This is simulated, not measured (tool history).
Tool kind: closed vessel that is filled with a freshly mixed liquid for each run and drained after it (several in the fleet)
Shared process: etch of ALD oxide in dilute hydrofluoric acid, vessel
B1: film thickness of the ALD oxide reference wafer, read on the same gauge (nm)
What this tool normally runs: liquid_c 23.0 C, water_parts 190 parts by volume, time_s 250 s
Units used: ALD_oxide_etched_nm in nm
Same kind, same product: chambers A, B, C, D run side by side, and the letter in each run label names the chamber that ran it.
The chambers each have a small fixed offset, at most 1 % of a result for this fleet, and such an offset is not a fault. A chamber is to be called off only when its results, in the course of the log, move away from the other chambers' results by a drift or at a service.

{"run": "1C", "hour": 10.6, "liquid_c": 23.0, "water_parts": 190, "time_s": 250, "B1": 140.0, "ALD_oxide_etched_nm": 19.75}
{"run": "2A", "hour": 18.0, "liquid_c": 23.0, "water_parts": 190, "time_s": 250, "B1": 140.02, "ALD_oxide_etched_nm": 19.318}
{"hour": 24.7, "done": "chamber C: hydrofluoric acid flow meter replaced"}
{"run": "3D", "hour": 25.4, "liquid_c": 23.0, "water_parts": 190, "time_s": 250, "B1": 140.03, "ALD_oxide_etched_nm": 19.514}
{"run": "4B", "hour": 31.6, "liquid_c": 23.0, "water_parts": 190, "time_s": 250, "B1": 139.99, "ALD_oxide_etched_nm": 19.366}
{"run": "5C", "hour": 41.6, "liquid_c": 23.0, "water_parts": 190, "time_s": 250, "B1": 140.04, "ALD_oxide_etched_nm": 19.602}
{"run": "6D", "hour": 50.7, "liquid_c": 23.0, "water_parts": 190, "time_s": 250, "B1": 140.03, "ALD_oxide_etched_nm": 19.326}
{"run": "7A", "hour": 60.9, "liquid_c": 23.0, "water_parts": 190, "time_s": 250, "B1": 140.01, "ALD_oxide_etched_nm": 19.427}
{"run": "8B", "hour": 66.4, "liquid_c": 23.0, "water_parts": 190, "time_s": 250, "B1": 140.02, "ALD_oxide_etched_nm": 19.279}
{"run": "9D", "hour": 71.8, "liquid_c": 23.0, "water_parts": 190, "time_s": 250, "B1": 140.0, "ALD_oxide_etched_nm": 19.256}
{"run": "10A", "hour": 80.2, "liquid_c": 23.0, "water_parts": 190, "time_s": 250, "B1": 140.0, "ALD_oxide_etched_nm": 19.42}
{"run": "11B", "hour": 85.7, "liquid_c": 23.0, "water_parts": 190, "time_s": 250, "B1": 140.04, "ALD_oxide_etched_nm": 19.43}
{"run": "12C", "hour": 90.6, "liquid_c": 23.0, "water_parts": 105, "time_s": 115, "B1": 140.0, "ALD_oxide_etched_nm": 17.843}
{"run": "13C", "hour": 98.5, "liquid_c": 23.0, "water_parts": 105, "time_s": 115, "B1": 139.96, "ALD_oxide_etched_nm": 17.924}
{"run": "14D", "hour": 105.7, "liquid_c": 23.0, "water_parts": 105, "time_s": 115, "B1": 140.04, "ALD_oxide_etched_nm": 17.653}
{"run": "15A", "hour": 110.7, "liquid_c": 23.0, "water_parts": 105, "time_s": 115, "B1": 140.05, "ALD_oxide_etched_nm": 17.663}
{"run": "16B", "hour": 121.3, "liquid_c": 24.5, "water_parts": 190, "time_s": 250, "B1": 139.99, "ALD_oxide_etched_nm": 20.58}
{"run": "17D", "hour": 128.3, "liquid_c": 24.5, "water_parts": 190, "time_s": 250, "B1": 140.0, "ALD_oxide_etched_nm": 20.522}
{"run": "18B", "hour": 137.6, "liquid_c": 24.5, "water_parts": 190, "time_s": 250, "B1": 139.97, "ALD_oxide_etched_nm": 20.71}
{"run": "19C", "hour": 148.0, "liquid_c": 24.5, "water_parts": 190, "time_s": 250, "B1": 140.0, "ALD_oxide_etched_nm": 21.017}
{"run": "20A", "hour": 154.8, "liquid_c": 23.0, "water_parts": 190, "time_s": 250, "B1": 139.98, "ALD_oxide_etched_nm": 19.762}
{"run": "21A", "hour": 163.5, "liquid_c": 23.0, "water_parts": 190, "time_s": 250, "B1": 140.03, "ALD_oxide_etched_nm": 19.608}
{"run": "22B", "hour": 172.8, "liquid_c": 23.0, "water_parts": 190, "time_s": 250, "B1": 139.99, "ALD_oxide_etched_nm": 19.519}
{"run": "23D", "hour": 178.0, "liquid_c": 23.0, "water_parts": 190, "time_s": 250, "B1": 139.97, "ALD_oxide_etched_nm": 19.401}
{"run": "24C", "hour": 188.0, "liquid_c": 23.0, "water_parts": 190, "time_s": 190, "B1": 139.98, "ALD_oxide_etched_nm": 14.854}
{"run": "25C", "hour": 196.3, "liquid_c": 23.0, "water_parts": 190, "time_s": 190, "B1": 140.02, "ALD_oxide_etched_nm": 14.909}
{"run": "26D", "hour": 204.1, "liquid_c": 23.0, "water_parts": 190, "time_s": 190, "B1": 139.99, "ALD_oxide_etched_nm": 14.63}
{"run": "27A", "hour": 214.0, "liquid_c": 23.0, "water_parts": 190, "time_s": 190, "B1": 140.03, "ALD_oxide_etched_nm": 15.096}
{"run": "28B", "hour": 219.6, "liquid_c": 23.0, "water_parts": 115, "time_s": 150, "B1": 140.0, "ALD_oxide_etched_nm": 21.048}
{"hour": 228.9, "done": "chamber B: hydrofluoric acid flow meter replaced"}
{"run": "29D", "hour": 228.9, "liquid_c": 23.0, "water_parts": 115, "time_s": 150, "B1": 140.04, "ALD_oxide_etched_nm": 21.043}
{"run": "30B", "hour": 238.3, "liquid_c": 23.0, "water_parts": 115, "time_s": 150, "B1": 139.98, "ALD_oxide_etched_nm": 21.221}
{"run": "31A", "hour": 248.0, "liquid_c": 23.0, "water_parts": 115, "time_s": 150, "B1": 140.08, "ALD_oxide_etched_nm": 21.414}
{"hour": 248.3, "done": "chamber A: thermometer replaced"}
{"run": "32C", "hour": 256.7, "liquid_c": 18.5, "water_parts": 245, "time_s": 250, "B1": 140.0, "ALD_oxide_etched_nm": 12.128}
{"hour": 262.7, "done": "chamber D: thermometer replaced"}
{"run": "33B", "hour": 265.5, "liquid_c": 18.5, "water_parts": 245, "time_s": 250, "B1": 139.95, "ALD_oxide_etched_nm": 11.827}
{"run": "34D", "hour": 273.6, "liquid_c": 18.5, "water_parts": 245, "time_s": 250, "B1": 140.03, "ALD_oxide_etched_nm": 11.893}
{"run": "35C", "hour": 284.7, "liquid_c": 18.5, "water_parts": 245, "time_s": 250, "B1": 139.93, "ALD_oxide_etched_nm": 12.046}
{"run": "36A", "hour": 289.7, "liquid_c": 23.0, "water_parts": 190, "time_s": 250, "B1": 139.99, "ALD_oxide_etched_nm": 20.062}
{"run": "37D", "hour": 298.2, "liquid_c": 23.0, "water_parts": 190, "time_s": 250, "B1": 140.0, "ALD_oxide_etched_nm": 19.358}
{"run": "38B", "hour": 307.2, "liquid_c": 23.0, "water_parts": 190, "time_s": 250, "B1": 140.01, "ALD_oxide_etched_nm": 19.304}
{"run": "39A", "hour": 315.5, "liquid_c": 23.0, "water_parts": 190, "time_s": 250, "B1": 139.97, "ALD_oxide_etched_nm": 20.304}
{"run": "40C", "hour": 322.0, "liquid_c": 23.0, "water_parts": 190, "time_s": 250, "B1": 140.02, "ALD_oxide_etched_nm": 19.525}

Next, every chamber runs the same settings. What will each give?
{"run": "41A", "hour": 330.0, "liquid_c": 23.0, "water_parts": 190, "time_s": 250, "ALD_oxide_etched_nm": "?"}
{"run": "41B", "hour": 330.0, "liquid_c": 23.0, "water_parts": 190, "time_s": 250, "ALD_oxide_etched_nm": "?"}
{"run": "41C", "hour": 330.0, "liquid_c": 23.0, "water_parts": 190, "time_s": 250, "ALD_oxide_etched_nm": "?"}
{"run": "41D", "hour": 330.0, "liquid_c": 23.0, "water_parts": 190, "time_s": 250, "ALD_oxide_etched_nm": "?"}

run=41A ALD_oxide_etched_nm=20.331
run=41B ALD_oxide_etched_nm=19.267
run=41C ALD_oxide_etched_nm=19.498
run=41D ALD_oxide_etched_nm=19.045
